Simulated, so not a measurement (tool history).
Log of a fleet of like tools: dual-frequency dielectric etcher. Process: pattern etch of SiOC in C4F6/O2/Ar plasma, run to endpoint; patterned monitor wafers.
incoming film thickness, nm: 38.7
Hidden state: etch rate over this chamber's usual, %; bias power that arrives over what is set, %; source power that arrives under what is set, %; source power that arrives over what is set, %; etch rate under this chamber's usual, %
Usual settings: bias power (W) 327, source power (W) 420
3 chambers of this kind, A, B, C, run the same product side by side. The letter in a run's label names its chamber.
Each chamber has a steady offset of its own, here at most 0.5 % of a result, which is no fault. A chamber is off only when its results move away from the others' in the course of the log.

run   hour  bias power (W)  source power (W)  hours since the last wet clean  hours since the last bias power generator calibration  hours since the last source power generator calibration  endpoint time (s)
 1C   13.0             327               420                           136.1                                                 2324.6                                                   3366.0             14.939
 2A   26.7             327               420                           306.0                                                 2031.4                                                   1348.9             14.968
 3B   39.7             327               420                            78.3                                                 3640.7                                                    157.6             14.975
 4C   54.8             327               420                           177.9                                                 2366.4                                                   3407.8             14.875
 5A   66.1             327               420                           345.4                                                 2070.8                                                   1388.3             14.926
 6B   79.7             327               420                           118.3                                                 3680.7                                                    197.6             14.951
 7A   89.4             327               420                           368.7                                                 2094.1                                                   1411.6             14.973
 8B  102.2             391               420                           140.8                                                 3703.2                                                    220.1             13.931
 9C  113.8             391               420                           236.9                                                 2425.4                                                   3466.8             14.069
10A  125.8             391               420                           405.1                                                 2130.5                                                   1448.0             14.023
11B  135.0             327               420                           173.6                                                 3736.0                                                    252.9             14.798
12C  143.8             327               420                           266.9                                                 2455.4                                                   3496.8             15.084
13C  154.2             327               420                           277.3                                                 2465.8                                                   3507.2             15.147
14B  163.4             327               420                           202.0                                                 3764.4                                                    281.3             14.943
15A  172.3             327               420                           451.6                                                 2177.0                                                   1494.5             14.937
16A  186.8             327               420                           466.1                                                 2191.5                                                   1509.0             14.909
17C  197.5             327               420                           320.6                                                 2509.1                                                   3550.5             15.156
18B  208.6             327               420                           247.2                                                 3809.6                                                    326.5             14.943
19A  218.6             327               420                           497.9                                                 2223.3                                                   1540.8             14.894
20B  227.8             282               480                           266.4                                                 3828.8                                                    345.7             14.832
21C  241.0             282               480                           364.1                                                 2552.6                                                   3594.0             15.107
22B  255.2             282               480                           293.8                                                 3856.2                                                    373.1             14.999
23C  266.3             327               420                           389.4                                                 2577.9                                                   3619.3             15.235
     272.6  -- chamber A: wet clean of the chamber
24A  273.7             327               420                             1.2                                                 2278.4                                                   1595.9             14.985
25B  288.4             373               420                           327.0                                                 3889.4                                                    406.3             14.288
26C  302.2             373               420                           425.3                                                 2613.8                                                   3655.2             14.672
27A  310.2             373               420                            37.7                                                 2314.9                                                   1632.4             14.285
28B  319.6             327               420                           358.2                                                 3920.6                                                    437.5             14.953
29C  331.9             327               420                           455.0                                                 2643.5                                                   3684.9             15.335
30A  344.2             327               420                            71.7                                                 2348.9                                                   1666.4             15.039
31C  356.0             327               420                           479.1                                                 2667.6                                                   3709.0             15.467
32B  367.6             327               420                           406.2                                                 3968.6                                                    485.5             14.898
33A  382.5             327               490                           110.0                                                 2387.2                                                   1704.7             14.121
34A  393.9             327               490                           121.4                                                 2398.6                                                   1716.1             14.116
35B  405.4             327               490                           444.0                                                 4006.4                                                    523.3             14.049

All 3 chambers run these settings next. Forecast each chamber's results:
36A  416.3             327               420                                                                                                                                                                  ?
36B  416.3             327               420                                                                                                                                                                  ?
36C  416.3             327               420                                                                                                                                                                  ?

run  endpoint time (s)
36A             14.911
36B             14.959
36C             15.627

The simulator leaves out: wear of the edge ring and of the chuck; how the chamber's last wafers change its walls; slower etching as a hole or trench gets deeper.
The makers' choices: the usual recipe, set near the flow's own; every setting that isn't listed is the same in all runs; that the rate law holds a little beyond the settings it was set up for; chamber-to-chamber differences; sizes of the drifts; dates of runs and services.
